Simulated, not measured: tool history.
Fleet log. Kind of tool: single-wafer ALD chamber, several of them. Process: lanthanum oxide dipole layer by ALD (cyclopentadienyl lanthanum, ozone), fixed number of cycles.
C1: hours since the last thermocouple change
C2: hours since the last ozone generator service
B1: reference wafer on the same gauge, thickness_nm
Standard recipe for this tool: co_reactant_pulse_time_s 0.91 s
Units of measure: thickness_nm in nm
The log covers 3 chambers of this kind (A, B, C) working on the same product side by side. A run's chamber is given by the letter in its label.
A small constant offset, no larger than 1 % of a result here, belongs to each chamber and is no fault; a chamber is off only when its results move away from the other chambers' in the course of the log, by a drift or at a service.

{"run": "1A", "hour": 7.8, "co_reactant_pulse_time_s": 0.91, "C1": 3194.6, "C2": 743.5, "B1": 0.52112, "thickness_nm": 0.48104}
{"run": "2C", "hour": 14.1, "co_reactant_pulse_time_s": 0.91, "C1": 2411.8, "C2": 495.5, "B1": 0.52092, "thickness_nm": 0.48341}
{"hour": 17.6, "done": "chamber A: thermocouple changed; heater temperature recalibrated"}
{"run": "3B", "hour": 20.4, "co_reactant_pulse_time_s": 0.91, "C1": 673.5, "C2": 506.5, "B1": 0.52098, "thickness_nm": 0.48128}
{"run": "4B", "hour": 25.9, "co_reactant_pulse_time_s": 0.91, "C1": 679, "C2": 512, "B1": 0.52076, "thickness_nm": 0.48428}
{"run": "5C", "hour": 29.7, "co_reactant_pulse_time_s": 0.91, "C1": 2427.4, "C2": 511.1, "B1": 0.52087, "thickness_nm": 0.48218}
{"run": "6A", "hour": 33.5, "co_reactant_pulse_time_s": 0.91, "C1": 16, "C2": 769.2, "B1": 0.52134, "thickness_nm": 0.48167}
{"run": "7B", "hour": 40.5, "co_reactant_pulse_time_s": 0.91, "C1": 693.6, "C2": 526.6, "B1": 0.5209, "thickness_nm": 0.48406}
{"run": "8A", "hour": 46.8, "co_reactant_pulse_time_s": 0.91, "C1": 29.3, "C2": 782.5, "B1": 0.5212, "thickness_nm": 0.48063}
{"run": "9C", "hour": 55.0, "co_reactant_pulse_time_s": 0.91, "C1": 2452.7, "C2": 536.4, "B1": 0.52088, "thickness_nm": 0.48043}
{"run": "10C", "hour": 58.9, "co_reactant_pulse_time_s": 0.91, "C1": 2456.6, "C2": 540.3, "B1": 0.52132, "thickness_nm": 0.48151}
{"run": "11A", "hour": 63.7, "co_reactant_pulse_time_s": 0.6, "C1": 46.2, "C2": 799.4, "B1": 0.52113, "thickness_nm": 0.40118}
{"run": "12B", "hour": 71.2, "co_reactant_pulse_time_s": 0.6, "C1": 724.3, "C2": 557.3, "B1": 0.52065, "thickness_nm": 0.40166}
{"run": "13C", "hour": 79.6, "co_reactant_pulse_time_s": 0.6, "C1": 2477.3, "C2": 561, "B1": 0.52102, "thickness_nm": 0.40353}
{"run": "14A", "hour": 86.9, "co_reactant_pulse_time_s": 0.91, "C1": 69.4, "C2": 822.6, "B1": 0.52114, "thickness_nm": 0.48329}
{"run": "15B", "hour": 94.6, "co_reactant_pulse_time_s": 1.25, "C1": 747.7, "C2": 580.7, "B1": 0.52104, "thickness_nm": 0.52778}
{"run": "16A", "hour": 101.1, "co_reactant_pulse_time_s": 1.25, "C1": 83.6, "C2": 836.8, "B1": 0.52111, "thickness_nm": 0.52584}
{"run": "17C", "hour": 108.8, "co_reactant_pulse_time_s": 1.25, "C1": 2506.5, "C2": 590.2, "B1": 0.52082, "thickness_nm": 0.52634}
{"run": "18B", "hour": 112.6, "co_reactant_pulse_time_s": 0.91, "C1": 765.7, "C2": 598.7, "B1": 0.52082, "thickness_nm": 0.48547}
{"run": "19C", "hour": 119.2, "co_reactant_pulse_time_s": 0.91, "C1": 2516.9, "C2": 600.6, "B1": 0.52092, "thickness_nm": 0.48024}
{"run": "20B", "hour": 126.8, "co_reactant_pulse_time_s": 1.02, "C1": 779.9, "C2": 612.9, "B1": 0.52067, "thickness_nm": 0.50029}
{"run": "21A", "hour": 130.5, "co_reactant_pulse_time_s": 1.02, "C1": 113, "C2": 866.2, "B1": 0.52106, "thickness_nm": 0.49869}
{"run": "22B", "hour": 137.4, "co_reactant_pulse_time_s": 1.02, "C1": 790.5, "C2": 623.5, "B1": 0.52075, "thickness_nm": 0.50059}
{"run": "23C", "hour": 145.4, "co_reactant_pulse_time_s": 1.09, "C1": 2543.1, "C2": 626.8, "B1": 0.5208, "thickness_nm": 0.50663}
{"run": "24A", "hour": 150.2, "co_reactant_pulse_time_s": 1.09, "C1": 132.7, "C2": 885.9, "B1": 0.52098, "thickness_nm": 0.5108}
{"run": "25B", "hour": 158.6, "co_reactant_pulse_time_s": 1.09, "C1": 811.7, "C2": 644.7, "B1": 0.52083, "thickness_nm": 0.511}
{"run": "26C", "hour": 164.8, "co_reactant_pulse_time_s": 0.91, "C1": 2562.5, "C2": 646.2, "B1": 0.52132, "thickness_nm": 0.47535}
{"run": "27A", "hour": 172.8, "co_reactant_pulse_time_s": 0.66, "C1": 155.3, "C2": 908.5, "B1": 0.52133, "thickness_nm": 0.42098}
{"run": "28B", "hour": 176.8, "co_reactant_pulse_time_s": 0.66, "C1": 829.9, "C2": 662.9, "B1": 0.52087, "thickness_nm": 0.42326}
{"run": "29C", "hour": 183.5, "co_reactant_pulse_time_s": 0.66, "C1": 2581.2, "C2": 664.9, "B1": 0.52114, "thickness_nm": 0.41146}
{"hour": 187.4, "done": "chamber C: thermocouple changed; heater temperature recalibrated"}
{"run": "30A", "hour": 190.5, "co_reactant_pulse_time_s": 0.91, "C1": 173, "C2": 926.2, "B1": 0.52111, "thickness_nm": 0.48365}
{"run": "31B", "hour": 194.2, "co_reactant_pulse_time_s": 0.91, "C1": 847.3, "C2": 680.3, "B1": 0.52104, "thickness_nm": 0.48004}
{"run": "32C", "hour": 202.3, "co_reactant_pulse_time_s": 0.91, "C1": 15, "C2": 683.7, "B1": 0.52092, "thickness_nm": 0.47398}
{"run": "33A", "hour": 210.6, "co_reactant_pulse_time_s": 0.91, "C1": 193.1, "C2": 946.3, "B1": 0.52104, "thickness_nm": 0.4834}
{"run": "34B", "hour": 218.4, "co_reactant_pulse_time_s": 0.91, "C1": 871.5, "C2": 704.5, "B1": 0.52108, "thickness_nm": 0.48247}
{"run": "35A", "hour": 226.5, "co_reactant_pulse_time_s": 0.91, "C1": 209, "C2": 962.2, "B1": 0.52093, "thickness_nm": 0.48274}
{"run": "36C", "hour": 232.2, "co_reactant_pulse_time_s": 0.91, "C1": 44.9, "C2": 713.6, "B1": 0.52067, "thickness_nm": 0.46695}
{"run": "37A", "hour": 237.4, "co_reactant_pulse_time_s": 0.91, "C1": 219.9, "C2": 973.1, "B1": 0.52081, "thickness_nm": 0.48325}
{"run": "38B", "hour": 244.5, "co_reactant_pulse_time_s": 0.91, "C1": 897.6, "C2": 730.6, "B1": 0.52095, "thickness_nm": 0.4827}
{"run": "39C", "hour": 249.5, "co_reactant_pulse_time_s": 0.91, "C1": 62.2, "C2": 730.9, "B1": 0.52091, "thickness_nm": 0.46853}
{"run": "40B", "hour": 254.4, "co_reactant_pulse_time_s": 0.91, "C1": 907.5, "C2": 740.5, "B1": 0.52089, "thickness_nm": 0.48377}
{"run": "41C", "hour": 258.5, "co_reactant_pulse_time_s": 0.91, "C1": 71.2, "C2": 739.9, "B1": 0.52134, "thickness_nm": 0.46698}
{"run": "42A", "hour": 266.8, "co_reactant_pulse_time_s": 0.91, "C1": 249.3, "C2": 1002.5, "B1": 0.52145, "thickness_nm": 0.48221}

All chambers now run identical settings, listed one chamber a line with results as question marks. What results will each chamber show?
{"run": "43A", "hour": 272.9, "co_reactant_pulse_time_s": 0.7, "thickness_nm": "?"}
{"run": "43B", "hour": 272.9, "co_reactant_pulse_time_s": 0.7, "thickness_nm": "?"}
{"run": "43C", "hour": 272.9, "co_reactant_pulse_time_s": 0.7, "thickness_nm": "?"}

run=43A thickness_nm=0.43191
run=43B thickness_nm=0.43328
run=43C thickness_nm=0.41378

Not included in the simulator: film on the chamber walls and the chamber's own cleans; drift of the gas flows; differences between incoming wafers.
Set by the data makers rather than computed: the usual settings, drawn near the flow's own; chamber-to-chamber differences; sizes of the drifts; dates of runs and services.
